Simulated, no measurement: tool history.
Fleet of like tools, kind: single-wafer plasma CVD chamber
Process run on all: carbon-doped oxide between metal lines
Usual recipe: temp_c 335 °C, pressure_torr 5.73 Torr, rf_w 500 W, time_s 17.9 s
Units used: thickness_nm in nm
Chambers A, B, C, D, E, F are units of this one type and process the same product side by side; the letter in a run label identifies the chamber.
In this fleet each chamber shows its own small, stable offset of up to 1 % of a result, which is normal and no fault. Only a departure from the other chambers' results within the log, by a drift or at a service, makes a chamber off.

run	hour	temp_c	pressure_torr	rf_w	time_s	hours since the last thermocouple change	hours since the last RF generator calibration	hours since the last manometer calibration	read-back reference wafer on the same gauge, thickness_nm	thickness_nm
1C	7.2	335	5.73	500	17.9	1035.9	749.8	685.7	104.42	97.985
2A	13.6	335	5.73	500	17.9	1528.7	1724.5	609.2	104.37	98.027
# hour 18.1: chamber E: RF generator calibrated
3B	22.2	335	5.73	500	17.9	1285.7	435.8	1945.4	104.33	97.246
4F	27	335	5.73	500	17.9	442.9	675.7	1851	104.34	98.763
5D	31.9	335	5.73	500	17.9	161.3	748	232	104.28	99.184
6E	37	335	5.73	500	17.9	921.3	19	120.6	104.29	98.091
# hour 41.7: chamber F: capacitance manometer re-zeroed and calibrated
7C	45.3	335	5.73	500	17.9	1074	787.9	723.8	104.28	97.575
8E	49.4	335	5.73	500	17.9	933.7	31.4	133	104.27	98.056
9A	54.2	335	5.73	470	17.9	1569.3	1765.1	649.8	104.25	94.231
10D	60.9	335	5.73	470	17.9	190.3	777	261	104.25	94.867
11F	65	335	5.73	470	17.9	480.9	713.7	23.3	104.22	94.8
12B	71.1	335	5.73	470	17.9	1334.6	484.7	1994.3	104.2	93.469
13E	77	335	5.73	470	17.9	961.3	59	160.6	104.16	94.568
14D	83.3	335	5.73	470	17.9	212.7	799.4	283.4	104.19	95.107
15C	92.2	335	5.73	500	17.9	1120.9	834.8	770.7	104.14	97.578
16B	98.6	335	5.73	500	17.9	1362.1	512.2	2021.8	104.12	97.033
17A	104.1	335	5.73	500	17.9	1619.2	1815	699.7	104.07	97.979
18F	112.3	335	5.73	500	17.9	528.2	761	70.6	104.08	98.322
19D	117.1	335	5.73	500	17.9	246.5	833.2	317.2	104.04	98.767
20B	123.6	335	5.73	500	17.9	1387.1	537.2	2046.8	104.06	96.774
21F	127.6	335	5.73	500	17.9	543.5	776.3	85.9	104.02	98.305
22E	131.7	335	5.73	500	16.5	1016	113.7	215.3	104.04	90.604
23A	135.8	335	5.73	500	16.5	1650.9	1846.7	731.4	104	90.085
24C	141.5	335	5.73	500	16.5	1170.2	884.1	820	104.02	90.018
25A	148.5	335	5.73	500	16.5	1663.6	1859.4	744.1	104	90.21
26E	153	335	5.73	500	16.5	1037.3	135	236.6	103.88	90.258
27C	159.9	335	5.73	500	16.5	1188.6	902.5	838.4	103.88	90.015
# hour 162.7: chamber A: RF generator calibrated
28B	164.2	335	5.73	500	17.9	1427.7	577.8	2087.4	103.92	97.169
29D	170.5	335	5.73	500	17.9	299.9	886.6	370.6	103.93	98.591
30F	178.6	335	5.73	500	17.9	594.5	827.3	136.9	103.89	98.105
31B	184.3	347	5.73	550	17.9	1447.8	597.9	2107.5	103.87	99.036
32E	191.1	347	5.73	550	17.9	1075.4	173.1	274.7	103.83	99.841
33D	197.2	347	5.73	550	17.9	326.6	913.3	397.3	103.82	100.97
34C	204.9	347	5.73	550	17.9	1233.6	947.5	883.4	103.83	99.49
35A	210.1	347	5.73	550	17.9	1725.2	47.5	805.7	103.84	99.758
36F	216.3	347	5.73	550	17.9	632.2	865	174.6	103.76	100.03
37E	223.6	335	5.73	500	17.9	1107.9	205.6	307.2	103.76	98.003

Is one chamber out of step, is the gauge drifting, or do the chambers differ by no more than their own small offsets? For an off chamber, give its letter and the likeliest cause.

None of the chambers is off. What moves is the gauge, dragging all their readings along together.
Most likely cause: gauge reads low (%) = 0.651.
